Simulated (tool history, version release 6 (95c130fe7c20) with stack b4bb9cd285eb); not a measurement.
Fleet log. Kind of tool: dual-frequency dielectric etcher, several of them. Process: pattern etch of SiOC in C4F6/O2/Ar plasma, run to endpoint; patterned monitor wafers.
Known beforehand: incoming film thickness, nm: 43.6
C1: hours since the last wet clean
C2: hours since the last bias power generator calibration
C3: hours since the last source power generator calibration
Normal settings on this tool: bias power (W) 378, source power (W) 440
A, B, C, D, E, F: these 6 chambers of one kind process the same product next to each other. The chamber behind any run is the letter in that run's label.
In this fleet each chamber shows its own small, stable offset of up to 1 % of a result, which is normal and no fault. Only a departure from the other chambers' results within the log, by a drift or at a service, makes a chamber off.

-- hour=1.2 chamber A: source power generator calibrated
run 1F hour=7.2 | bias_power_(W)=378 source_power_(W)=440 | C1=302.7 C2=3820.0 C3=2709.1 | endpoint_time_(s)=15.572
-- hour=13.8 chamber E: wet clean of the chamber
run 2D hour=14.7 | bias_power_(W)=378 source_power_(W)=440 | C1=91.1 C2=2456.5 C3=1442.6 | endpoint_time_(s)=15.644
run 3C hour=21.1 | bias_power_(W)=378 source_power_(W)=440 | C1=461.8 C2=1633.6 C3=1789.3 | endpoint_time_(s)=15.852
run 4A hour=28.5 | bias_power_(W)=378 source_power_(W)=440 | C1=211.1 C2=2688.5 C3=27.4 | endpoint_time_(s)=15.629
run 5B hour=34.2 | bias_power_(W)=378 source_power_(W)=440 | C1=289.1 C2=3840.9 C3=215.9 | endpoint_time_(s)=15.781
run 6E hour=40.2 | bias_power_(W)=445 source_power_(W)=440 | C1=26.5 C2=2327.2 C3=563.6 | endpoint_time_(s)=14.830
run 7F hour=45.8 | bias_power_(W)=445 source_power_(W)=440 | C1=341.3 C2=3858.6 C3=2747.7 | endpoint_time_(s)=14.772
run 8C hour=51.6 | bias_power_(W)=445 source_power_(W)=440 | C1=492.3 C2=1664.1 C3=1819.8 | endpoint_time_(s)=14.734
run 9D hour=57.5 | bias_power_(W)=445 source_power_(W)=440 | C1=133.9 C2=2499.3 C3=1485.4 | endpoint_time_(s)=14.809
run 10B hour=65.1 | bias_power_(W)=445 source_power_(W)=440 | C1=320.0 C2=3871.8 C3=246.8 | endpoint_time_(s)=14.896
run 11A hour=69.5 | bias_power_(W)=445 source_power_(W)=440 | C1=252.1 C2=2729.5 C3=68.4 | endpoint_time_(s)=14.748
run 12E hour=76.6 | bias_power_(W)=378 source_power_(W)=440 | C1=62.9 C2=2363.6 C3=600.0 | endpoint_time_(s)=15.717
run 13F hour=83.2 | bias_power_(W)=378 source_power_(W)=440 | C1=378.7 C2=3896.0 C3=2785.1 | endpoint_time_(s)=15.732
run 14C hour=90.0 | bias_power_(W)=461 source_power_(W)=440 | C1=530.7 C2=1702.5 C3=1858.2 | endpoint_time_(s)=14.743
run 15E hour=96.0 | bias_power_(W)=461 source_power_(W)=440 | C1=82.3 C2=2383.0 C3=619.4 | endpoint_time_(s)=14.653
run 16A hour=100.1 | bias_power_(W)=461 source_power_(W)=440 | C1=282.7 C2=2760.1 C3=99.0 | endpoint_time_(s)=14.455
run 17D hour=103.7 | bias_power_(W)=461 source_power_(W)=440 | C1=180.1 C2=2545.5 C3=1531.6 | endpoint_time_(s)=14.630
run 18B hour=107.1 | bias_power_(W)=461 source_power_(W)=440 | C1=362.0 C2=3913.8 C3=288.8 | endpoint_time_(s)=14.703
run 19F hour=114.3 | bias_power_(W)=461 source_power_(W)=440 | C1=409.8 C2=3927.1 C3=2816.2 | endpoint_time_(s)=14.542
run 20C hour=121.6 | bias_power_(W)=378 source_power_(W)=440 | C1=562.3 C2=1734.1 C3=1889.8 | endpoint_time_(s)=15.807
run 21B hour=128.0 | bias_power_(W)=378 source_power_(W)=440 | C1=382.9 C2=3934.7 C3=309.7 | endpoint_time_(s)=15.786
run 22D hour=132.1 | bias_power_(W)=378 source_power_(W)=440 | C1=208.5 C2=2573.9 C3=1560.0 | endpoint_time_(s)=15.754
run 23E hour=137.5 | bias_power_(W)=378 source_power_(W)=440 | C1=123.8 C2=2424.5 C3=660.9 | endpoint_time_(s)=15.746
run 24A hour=141.6 | bias_power_(W)=378 source_power_(W)=440 | C1=324.2 C2=2801.6 C3=140.5 | endpoint_time_(s)=15.569
-- hour=145.4 chamber C: wet clean of the chamber
run 25A hour=149.0 | bias_power_(W)=293 source_power_(W)=440 | C1=331.6 C2=2809.0 C3=147.9 | endpoint_time_(s)=17.121
run 26B hour=154.4 | bias_power_(W)=293 source_power_(W)=440 | C1=409.3 C2=3961.1 C3=336.1 | endpoint_time_(s)=17.318
run 27D hour=158.0 | bias_power_(W)=293 source_power_(W)=440 | C1=234.4 C2=2599.8 C3=1585.9 | endpoint_time_(s)=17.200
run 28C hour=163.1 | bias_power_(W)=293 source_power_(W)=440 | C1=17.7 C2=1775.6 C3=1931.3 | endpoint_time_(s)=17.619
-- hour=163.8 chamber B: bias power generator calibrated
run 29F hour=169.5 | bias_power_(W)=293 source_power_(W)=440 | C1=465.0 C2=3982.3 C3=2871.4 | endpoint_time_(s)=17.223
run 30E hour=175.9 | bias_power_(W)=293 source_power_(W)=440 | C1=162.2 C2=2462.9 C3=699.3 | endpoint_time_(s)=17.100
run 31C hour=182.0 | bias_power_(W)=378 source_power_(W)=440 | C1=36.6 C2=1794.5 C3=1950.2 | endpoint_time_(s)=16.132
run 32B hour=187.7 | bias_power_(W)=378 source_power_(W)=440 | C1=442.6 C2=23.9 C3=369.4 | endpoint_time_(s)=15.840
run 33E hour=193.4 | bias_power_(W)=378 source_power_(W)=440 | C1=179.7 C2=2480.4 C3=716.8 | endpoint_time_(s)=15.787
-- hour=194.7 chamber A: wet clean of the chamber
run 34A hour=199.7 | bias_power_(W)=378 source_power_(W)=440 | C1=5.0 C2=2859.7 C3=198.6 | endpoint_time_(s)=15.581
run 35D hour=204.3 | bias_power_(W)=378 source_power_(W)=520 | C1=280.7 C2=2646.1 C3=1632.2 | endpoint_time_(s)=14.735
run 36F hour=209.1 | bias_power_(W)=378 source_power_(W)=520 | C1=504.6 C2=4021.9 C3=2911.0 | endpoint_time_(s)=14.769
run 37C hour=212.5 | bias_power_(W)=378 source_power_(W)=520 | C1=67.1 C2=1825.0 C3=1980.7 | endpoint_time_(s)=15.188
run 38A hour=218.3 | bias_power_(W)=378 source_power_(W)=520 | C1=23.6 C2=2878.3 C3=217.2 | endpoint_time_(s)=14.685
run 39B hour=224.4 | bias_power_(W)=378 source_power_(W)=520 | C1=479.3 C2=60.6 C3=406.1 | endpoint_time_(s)=14.887
-- hour=226.2 chamber F: wet clean of the chamber
run 40D hour=230.3 | bias_power_(W)=378 source_power_(W)=520 | C1=306.7 C2=2672.1 C3=1658.2 | endpoint_time_(s)=14.692
run 41F hour=234.4 | bias_power_(W)=378 source_power_(W)=440 | C1=8.3 C2=4047.2 C3=2936.3 | endpoint_time_(s)=15.613
run 42E hour=239.7 | bias_power_(W)=378 source_power_(W)=440 | C1=226.0 C2=2526.7 C3=763.1 | endpoint_time_(s)=15.665
run 43F hour=245.5 | bias_power_(W)=378 source_power_(W)=440 | C1=19.4 C2=4058.3 C3=2947.4 | endpoint_time_(s)=15.611

All chambers now run identical settings, listed one chamber a line with results as question marks. What results will each chamber show?
run 44A hour=250.9 | bias_power_(W)=442 source_power_(W)=440 | endpoint_time_(s)=?
run 44B hour=250.9 | bias_power_(W)=442 source_power_(W)=440 | endpoint_time_(s)=?
run 44C hour=250.9 | bias_power_(W)=442 source_power_(W)=440 | endpoint_time_(s)=?
run 44D hour=250.9 | bias_power_(W)=442 source_power_(W)=440 | endpoint_time_(s)=?
run 44E hour=250.9 | bias_power_(W)=442 source_power_(W)=440 | endpoint_time_(s)=?
run 44F hour=250.9 | bias_power_(W)=442 source_power_(W)=440 | endpoint_time_(s)=?

run=44A endpoint_time_(s)=14.647
run=44B endpoint_time_(s)=14.896
run=44C endpoint_time_(s)=15.304
run=44D endpoint_time_(s)=14.876
run=44E endpoint_time_(s)=14.911
run=44F endpoint_time_(s)=14.802

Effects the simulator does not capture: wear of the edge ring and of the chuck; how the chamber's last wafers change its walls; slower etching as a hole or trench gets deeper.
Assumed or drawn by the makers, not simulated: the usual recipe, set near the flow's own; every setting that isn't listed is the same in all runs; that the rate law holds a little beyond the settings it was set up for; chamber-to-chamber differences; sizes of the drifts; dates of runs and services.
